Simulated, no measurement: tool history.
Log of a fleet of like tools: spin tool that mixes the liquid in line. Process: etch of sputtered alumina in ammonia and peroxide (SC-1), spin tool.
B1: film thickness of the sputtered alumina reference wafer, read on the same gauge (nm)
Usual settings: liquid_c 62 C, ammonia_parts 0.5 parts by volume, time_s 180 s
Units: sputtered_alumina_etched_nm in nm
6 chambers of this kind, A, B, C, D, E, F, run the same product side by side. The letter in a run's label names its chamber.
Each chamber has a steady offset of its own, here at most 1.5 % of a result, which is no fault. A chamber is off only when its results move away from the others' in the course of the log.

Run 1E, hour 7: usual settings; B1 29.986. Result: sputtered_alumina_etched_nm 18.394 nm.
Run 2F, hour 14.2: usual settings; B1 29.982. Result: sputtered_alumina_etched_nm 18.137 nm.
Run 3A, hour 21.3: usual settings; B1 29.989. Result: sputtered_alumina_etched_nm 17.943 nm.
Run 4D, hour 33.4: usual settings; B1 30.018. Result: sputtered_alumina_etched_nm 18.357 nm.
Run 5B, hour 41.1: usual settings; B1 30.025. Result: sputtered_alumina_etched_nm 18.014 nm.
Run 6C, hour 49.7: usual settings; B1 29.991. Result: sputtered_alumina_etched_nm 18.253 nm.
Run 7F, hour 63: usual settings; B1 30.017. Result: sputtered_alumina_etched_nm 17.812 nm.
Run 8A, hour 74.4: usual settings; B1 29.99. Result: sputtered_alumina_etched_nm 18.198 nm.
Run 9C, hour 80.8: usual settings; B1 29.988. Result: sputtered_alumina_etched_nm 18.165 nm.
Run 10B, hour 88.2: usual settings; B1 30.013. Result: sputtered_alumina_etched_nm 18.225 nm.
Run 11E, hour 95.4: usual settings; B1 30.051. Result: sputtered_alumina_etched_nm 18.397 nm.
At hour 103.8: chamber D: heated supply line repaired.
Run 12D, hour 107.2: usual settings; B1 30.014. Result: sputtered_alumina_etched_nm 18.396 nm.
Run 13E, hour 114.9: usual settings; B1 30.014. Result: sputtered_alumina_etched_nm 18.492 nm.
Run 14B, hour 122.9: usual settings; B1 30.001. Result: sputtered_alumina_etched_nm 18.193 nm.
Run 15D, hour 130.5: usual settings; B1 30.004. Result: sputtered_alumina_etched_nm 18.043 nm.
Run 16A, hour 138.6: usual settings; B1 30.02. Result: sputtered_alumina_etched_nm 17.896 nm.
Run 17F, hour 151.5: usual settings; B1 29.974. Result: sputtered_alumina_etched_nm 17.933 nm.
At hour 158.6: chamber C: ammonia flow meter replaced.
Run 18C, hour 161: usual settings; B1 30.047. Result: sputtered_alumina_etched_nm 17.883 nm.
Run 19D, hour 170.1: usual settings; B1 30.034. Result: sputtered_alumina_etched_nm 18.381 nm.
Run 20C, hour 177.5: usual settings but liquid_c 70 C, ammonia_parts 0.65 parts by volume; B1 29.999. Result: sputtered_alumina_etched_nm 27.237 nm.
Run 21F, hour 187.7: usual settings but liquid_c 70 C, ammonia_parts 0.65 parts by volume; B1 29.999. Result: sputtered_alumina_etched_nm 27.523 nm.
Run 22A, hour 197.9: usual settings but liquid_c 70 C, ammonia_parts 0.65 parts by volume; B1 29.983. Result: sputtered_alumina_etched_nm 27.999 nm.
Run 23E, hour 203.7: usual settings but liquid_c 70 C, ammonia_parts 0.65 parts by volume; B1 30.008. Result: sputtered_alumina_etched_nm 28.273 nm.
Run 24B, hour 210.8: usual settings but liquid_c 70 C, ammonia_parts 0.65 parts by volume; B1 30.001. Result: sputtered_alumina_etched_nm 28.621 nm.
Run 25D, hour 220: usual settings but liquid_c 70 C, ammonia_parts 0.65 parts by volume; B1 29.975. Result: sputtered_alumina_etched_nm 28.064 nm.
At hour 225.7: chamber F: ammonia flow meter replaced.
Run 26C, hour 229.9: usual settings; B1 30.03. Result: sputtered_alumina_etched_nm 18.075 nm.
Run 27A, hour 238.8: usual settings; B1 30.028. Result: sputtered_alumina_etched_nm 18.245 nm.
Run 28E, hour 251.3: usual settings but ammonia_parts 0.4 parts by volume, time_s 100 s; B1 30.023. Result: sputtered_alumina_etched_nm 9.966 nm.
Run 29B, hour 264.3: usual settings but ammonia_parts 0.4 parts by volume, time_s 100 s; B1 30.002. Result: sputtered_alumina_etched_nm 10.498 nm.
Run 30F, hour 276.1: usual settings but ammonia_parts 0.4 parts by volume, time_s 100 s; B1 30.015. Result: sputtered_alumina_etched_nm 9.8326 nm.
Run 31A, hour 282.3: usual settings but ammonia_parts 0.4 parts by volume, time_s 100 s; B1 30.007. Result: sputtered_alumina_etched_nm 9.9679 nm.
Run 32F, hour 293.8: usual settings but ammonia_parts 0.4 parts by volume, time_s 100 s; B1 30.025. Result: sputtered_alumina_etched_nm 9.7723 nm.
At hour 293.9: chamber D: new drum of ammonia solution connected.
Run 33E, hour 302.4: usual settings but ammonia_parts 0.4 parts by volume, time_s 100 s; B1 30.02. Result: sputtered_alumina_etched_nm 10.072 nm.
Run 34C, hour 311.2: usual settings; B1 30.001. Result: sputtered_alumina_etched_nm 18.13 nm.
Run 35B, hour 319.7: usual settings; B1 29.986. Result: sputtered_alumina_etched_nm 19.754 nm.
Run 36D, hour 326: usual settings; B1 29.999. Result: sputtered_alumina_etched_nm 18.4 nm.

What goes on in this fleet: one chamber off, a drifting gauge, or nothing beyond the chambers' own small offsets? Name the chamber and the cause, if any.

Chamber B drifts away from the others.
Cause: liquid hotter than its thermometer reads (K) = 1.71.

Here are 4 candidates for chamber B's next run, each the usual settings with a change, their results left as question marks. Which one brings its results back in line with what the others give on the usual settings?
In line means no further than this from the other chambers' mean on the usual settings: sputtered_alumina_etched_nm 0.51 nm
Run 37B-1, hour 335.6: usual settings but liquid_c 63 C, time_s 195 s. Result: sputtered_alumina_etched_nm ?.
Run 37B-2, hour 335.6: usual settings but liquid_c 61 C, time_s 165 s. Result: sputtered_alumina_etched_nm ?.
Run 37B-3, hour 335.6: usual settings but liquid_c 61.5 C, time_s 170 s. Result: sputtered_alumina_etched_nm ?.
Run 37B-4, hour 335.6: usual settings but time_s 195 s. Result: sputtered_alumina_etched_nm ?.

The other chambers' mean on the usual settings: sputtered_alumina_etched_nm 18.2 nm
  run  sputtered_alumina_etched_nm
37B-1                        22.45
37B-2                       17.176
37B-3                       18.147
37B-4                       21.345
37B-3 brings the chamber back in line.

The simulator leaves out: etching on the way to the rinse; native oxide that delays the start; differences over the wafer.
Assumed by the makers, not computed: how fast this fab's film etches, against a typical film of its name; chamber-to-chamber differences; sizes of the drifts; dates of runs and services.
